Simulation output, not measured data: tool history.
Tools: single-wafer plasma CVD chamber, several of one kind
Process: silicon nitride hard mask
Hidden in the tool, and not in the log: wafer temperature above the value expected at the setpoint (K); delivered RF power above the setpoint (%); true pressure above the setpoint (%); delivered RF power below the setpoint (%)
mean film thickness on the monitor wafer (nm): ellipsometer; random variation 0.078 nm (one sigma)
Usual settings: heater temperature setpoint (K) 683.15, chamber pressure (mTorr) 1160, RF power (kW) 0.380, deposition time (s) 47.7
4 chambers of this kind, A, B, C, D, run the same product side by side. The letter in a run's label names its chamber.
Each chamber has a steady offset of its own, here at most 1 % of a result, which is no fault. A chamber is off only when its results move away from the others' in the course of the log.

| run | day | heater temperature setpoint (K) | chamber pressure (mTorr) | RF power (kW) | deposition time (s) | hours since the last thermocouple change | hours since the last RF generator calibration | hours since the last manometer calibration | read-back reference wafer on the same gauge, thickness_nm | mean film thickness on the monitor wafer (nm) |
|---|---|---|---|---|---|---|---|---|---|---|
| 1A | 0.167 | 683.15 | 1160 | 0.380 | 47.7 | 2001.6 | 378.2 | 952.7 | 66.596 | 57.389 |
| 2B | 0.383 | 683.15 | 1160 | 0.380 | 47.7 | 1355.6 | 218.5 | 778.8 | 66.569 | 56.994 |
| 3D | 0.704 | 683.15 | 1160 | 0.380 | 47.7 | 978.5 | 1546.4 | 1654.8 | 66.597 | 57.942 |
| 4C | 0.896 | 683.15 | 1160 | 0.380 | 47.7 | 706.6 | 1180.7 | 2765.8 | 66.583 | 57.703 |
| 5A | 1.158 | 683.15 | 1160 | 0.380 | 47.7 | 2025.4 | 402.0 | 976.5 | 66.565 | 57.288 |
| 6D | 1.458 | 697.15 | 1160 | 0.380 | 42.3 | 996.6 | 1564.5 | 1672.9 | 66.540 | 51.202 |
| 7B | 1.708 | 697.15 | 1160 | 0.380 | 42.3 | 1387.4 | 250.3 | 810.6 | 66.556 | 50.235 |
| 8C | 1.908 | 697.15 | 1160 | 0.380 | 42.3 | 730.9 | 1205.0 | 2790.1 | 66.512 | 50.782 |
| 9A | 2.275 | 697.15 | 1160 | 0.380 | 42.3 | 2052.2 | 428.8 | 1003.3 | 66.502 | 50.512 |
| 10B | 2.450 | 683.15 | 1160 | 0.380 | 47.7 | 1405.2 | 268.1 | 828.4 | 66.493 | 57.055 |
| 11D | 2.825 | 683.15 | 1160 | 0.380 | 47.7 | 1029.4 | 1597.3 | 1705.7 | 66.459 | 57.763 |
| 12C | 3.204 | 683.15 | 1160 | 0.380 | 47.7 | 762.0 | 1236.1 | 2821.2 | 66.447 | 57.792 |
| 13D | 3.496 | 683.15 | 1160 | 0.380 | 47.7 | 1045.5 | 1613.4 | 1721.8 | 66.486 | 57.817 |
| 14A | 3.708 | 683.15 | 1160 | 0.380 | 47.7 | 2086.6 | 463.2 | 1037.7 | 66.450 | 57.136 |
| 15B | 3.996 | 683.15 | 1160 | 0.380 | 47.7 | 1442.3 | 305.2 | 865.5 | 66.452 | 56.869 |
| 16C | 4.271 | 683.15 | 1160 | 0.380 | 47.7 | 787.6 | 1261.7 | 2846.8 | 66.443 | 57.615 |
| 17A | 4.604 | 671.15 | 1160 | 0.380 | 47.7 | 2108.1 | 484.7 | 1059.2 | 66.441 | 57.555 |
| 18D | 4.888 | 671.15 | 1160 | 0.380 | 47.7 | 1078.9 | 1646.8 | 1755.2 | 66.400 | 58.142 |
| 19C | 5.271 | 671.15 | 1160 | 0.380 | 47.7 | 811.6 | 1285.7 | 2870.8 | 66.402 | 57.820 |
| 20B | 5.496 | 671.15 | 1160 | 0.380 | 47.7 | 1478.3 | 341.2 | 901.5 | 66.375 | 57.154 |
| 21D | 5.854 | 683.15 | 1030 | 0.380 | 47.7 | 1102.1 | 1670.0 | 1778.4 | 66.388 | 55.558 |
| 22B | 6.038 | 683.15 | 1030 | 0.380 | 47.7 | 1491.3 | 354.2 | 914.5 | 66.365 | 54.622 |
| 23C | 6.383 | 683.15 | 1030 | 0.380 | 47.7 | 838.3 | 1312.4 | 2897.5 | 66.356 | 55.428 |
| 24A | 6.675 | 683.15 | 1030 | 0.380 | 47.7 | 2157.8 | 534.4 | 1108.9 | 66.317 | 54.867 |
| 25B | 6.946 | 683.15 | 1160 | 0.380 | 47.7 | 1513.1 | 376.0 | 936.3 | 66.314 | 56.780 |
| 26A | 7.304 | 683.15 | 1160 | 0.380 | 47.7 | 2172.9 | 549.5 | 1124.0 | 66.296 | 57.133 |
| 27C | 7.538 | 683.15 | 1160 | 0.380 | 47.7 | 866.0 | 1340.1 | 2925.2 | 66.306 | 57.633 |
| 28D | 7.796 | 683.15 | 1160 | 0.380 | 47.7 | 1148.7 | 1716.6 | 1825.0 | 66.292 | 57.779 |
|  | 7.971 | chamber C: capacitance manometer re-zeroed and calibrated |
| 29C | 8.112 | 683.15 | 1160 | 0.380 | 47.7 | 879.8 | 1353.9 | 3.5 | 66.285 | 57.565 |
| 30D | 8.417 | 683.15 | 1160 | 0.380 | 47.7 | 1163.6 | 1731.5 | 1839.9 | 66.266 | 57.748 |
| 31A | 8.800 | 683.15 | 1160 | 0.380 | 47.7 | 2208.8 | 585.4 | 1159.9 | 66.276 | 57.257 |
| 32B | 8.971 | 683.15 | 1160 | 0.380 | 47.7 | 1561.7 | 424.6 | 984.9 | 66.234 | 56.867 |

What goes on in this fleet: one chamber off, a drifting gauge, or nothing beyond the chambers' own small offsets? Name the chamber and the cause, if any.

The gauge drifts, so all chambers seem to drift together. No chamber is off.
Cause: gauge reads low (%) = 0.556.
